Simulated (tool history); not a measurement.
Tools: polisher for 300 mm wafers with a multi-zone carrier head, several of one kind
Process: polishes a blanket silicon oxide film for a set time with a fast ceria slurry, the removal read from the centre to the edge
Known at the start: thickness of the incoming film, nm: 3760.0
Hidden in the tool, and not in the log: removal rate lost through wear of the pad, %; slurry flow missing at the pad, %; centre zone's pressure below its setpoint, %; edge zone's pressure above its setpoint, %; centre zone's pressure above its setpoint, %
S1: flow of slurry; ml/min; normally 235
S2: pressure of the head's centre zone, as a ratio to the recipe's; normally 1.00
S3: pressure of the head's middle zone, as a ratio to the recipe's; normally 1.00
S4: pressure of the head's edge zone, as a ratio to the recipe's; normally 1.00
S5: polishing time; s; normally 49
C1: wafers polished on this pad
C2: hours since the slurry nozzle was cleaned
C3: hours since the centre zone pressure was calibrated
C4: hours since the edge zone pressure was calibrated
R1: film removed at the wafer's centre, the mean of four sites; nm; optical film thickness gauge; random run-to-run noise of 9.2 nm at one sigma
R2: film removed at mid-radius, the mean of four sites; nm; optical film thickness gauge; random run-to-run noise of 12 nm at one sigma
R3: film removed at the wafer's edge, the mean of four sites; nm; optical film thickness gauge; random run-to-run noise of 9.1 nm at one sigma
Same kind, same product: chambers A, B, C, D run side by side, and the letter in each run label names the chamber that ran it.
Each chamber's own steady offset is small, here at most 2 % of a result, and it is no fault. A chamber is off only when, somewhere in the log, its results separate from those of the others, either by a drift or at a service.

run,day,S1,S2,S3,S4,S5,C1,C2,C3,C4,R1,R2,R3
1A,0.217,235,1.00,1.00,1.00,49,243,714.8,564.9,872.6,914.80,889.39,923.37
# day 0.288: chamber D: worn pad replaced by a new one
2D,0.342,235,1.00,1.00,1.00,49,7,290.9,1262.1,1026.7,921.01,891.10,922.95
# day 0.562: chamber A: edge zone pressure recalibrated
3B,0.571,235,1.00,1.00,1.00,49,515,481.6,881.7,795.5,911.59,908.15,922.29
4C,0.825,235,1.00,1.00,1.00,49,436,412.5,468.3,490.2,887.40,916.81,921.42
5D,1.071,235,1.11,1.00,1.00,49,109,308.4,1279.6,1044.2,1025.10,897.96,917.48
6B,1.196,235,1.11,1.00,1.00,49,602,496.6,896.7,810.5,1040.50,925.35,909.22
7C,1.408,235,1.11,1.00,1.00,49,517,426.5,482.3,504.2,1011.40,924.80,913.81
8A,1.604,235,1.11,1.00,1.00,49,437,748.1,598.2,25.1,1027.90,897.88,917.56
9C,1.717,235,1.00,1.00,1.00,49,560,433.9,489.7,511.6,903.66,947.85,900.29
10A,1.900,235,1.00,1.00,1.00,49,478,755.2,605.3,32.2,918.86,906.95,923.06
11D,2.112,235,1.00,1.00,1.00,49,254,333.4,1304.6,1069.2,916.15,903.37,927.46
# day 2.221: chamber C: worn pad replaced by a new one
12B,2.275,235,1.00,1.00,1.00,49,752,522.5,922.6,836.4,909.55,896.19,908.03
13C,2.471,235,1.10,0.95,1.00,49,35,452.0,507.8,529.7,1010.50,866.70,922.68
14D,2.592,235,1.10,0.95,1.00,49,321,344.9,1316.1,1080.7,991.68,840.62,926.73
# day 2.662: chamber B: slurry nozzle cleaned
15A,2.808,235,1.10,0.95,1.00,49,605,777.0,627.1,54.0,1020.40,868.10,909.93
16B,2.954,235,1.10,0.95,1.00,49,847,7.1,938.9,852.7,1011.40,876.81,928.86
17D,3.079,235,1.00,1.00,1.00,49,389,356.6,1327.8,1092.4,925.11,920.41,925.16
18B,3.196,235,1.00,1.00,1.00,49,881,12.9,944.7,858.5,937.23,920.08,897.66
19C,3.433,235,1.00,1.00,1.00,49,169,475.1,530.9,552.8,893.95,926.35,916.90
20A,3.583,235,1.00,1.00,1.00,49,713,795.6,645.7,72.6,904.09,916.47,913.02
21D,3.725,235,1.00,1.00,1.00,49,479,372.1,1343.3,1107.9,908.95,903.97,920.95
22A,3.925,235,1.00,1.00,1.00,49,760,803.8,653.9,80.8,922.13,899.22,907.18
# day 3.929: chamber D: worn pad replaced by a new one
23B,4.058,235,1.00,1.10,1.00,40,1001,33.6,965.4,879.2,748.18,803.82,756.15
# day 4.100: chamber D: centre zone pressure recalibrated
24C,4.288,235,1.00,1.10,1.00,40,288,495.6,551.4,573.3,733.72,841.39,750.32
# day 4.300: chamber B: edge zone pressure recalibrated
25A,4.521,235,1.00,1.10,1.00,40,843,818.1,668.2,95.1,744.61,824.76,739.82
# day 4.608: chamber A: worn pad replaced by a new one
26C,4.742,235,1.00,1.10,1.00,40,351,506.5,562.3,584.2,734.11,793.41,742.75
27B,4.871,235,1.00,1.00,1.00,49,1115,53.1,984.9,13.7,925.11,929.92,906.24
28D,5.088,235,1.00,1.00,1.00,49,161,404.8,23.7,1140.6,912.18,924.17,934.53
29A,5.292,235,1.00,1.00,0.93,49,95,836.6,686.7,113.6,902.46,891.86,889.54
30C,5.496,235,1.00,1.00,0.93,49,457,524.6,580.4,602.3,887.49,928.21,880.51
31D,5.633,235,1.00,1.00,0.93,49,237,417.9,36.8,1153.7,912.06,942.82,898.86
32B,5.888,235,1.00,1.00,0.93,49,1256,77.5,1009.3,38.1,941.40,916.69,882.50
33D,6.079,235,1.00,1.00,1.00,49,299,428.6,47.5,1164.4,914.25,903.41,931.14
# day 6.146: chamber C: centre zone pressure recalibrated
34B,6.196,235,1.00,1.00,1.00,49,1299,84.9,1016.7,45.5,912.38,931.50,904.84
35A,6.392,160,1.00,1.00,1.00,49,248,863.0,713.1,140.0,852.64,855.08,859.90
# day 6.400: chamber C: worn pad replaced by a new one
36C,6.633,160,1.00,1.00,1.00,49,32,551.9,11.8,629.6,851.23,892.79,868.86
37A,6.846,160,1.00,1.00,1.00,49,312,873.9,724.0,150.9,858.12,869.81,882.55
# day 6.875: chamber B: worn pad replaced by a new one
# day 6.896: chamber A: slurry nozzle cleaned
38C,6.988,160,1.00,1.00,1.00,49,82,560.4,20.3,638.1,851.16,879.66,897.09
39D,7.104,235,1.00,1.00,1.00,49,442,453.2,72.1,1189.0,911.99,902.14,924.64
40B,7.304,235,1.00,1.00,1.00,49,60,111.5,1043.3,72.1,934.99,900.42,902.45
41A,7.533,235,1.00,1.00,1.00,49,408,15.4,740.5,167.4,916.20,908.73,918.63

For the next run the whole fleet of 4 chambers uses the same settings. Give each chamber's results:
42A,7.717,235,1.06,1.00,1.00,49,,,,,?,?,?
42B,7.717,235,1.06,1.00,1.00,49,,,,,?,?,?
42C,7.717,235,1.06,1.00,1.00,49,,,,,?,?,?
42D,7.717,235,1.06,1.00,1.00,49,,,,,?,?,?

run,R1,R2,R3
42A,975.89,903.39,925.48
42B,986.07,904.46,908.91
42C,970.13,941.12,912.04
42D,983.68,882.49,920.13
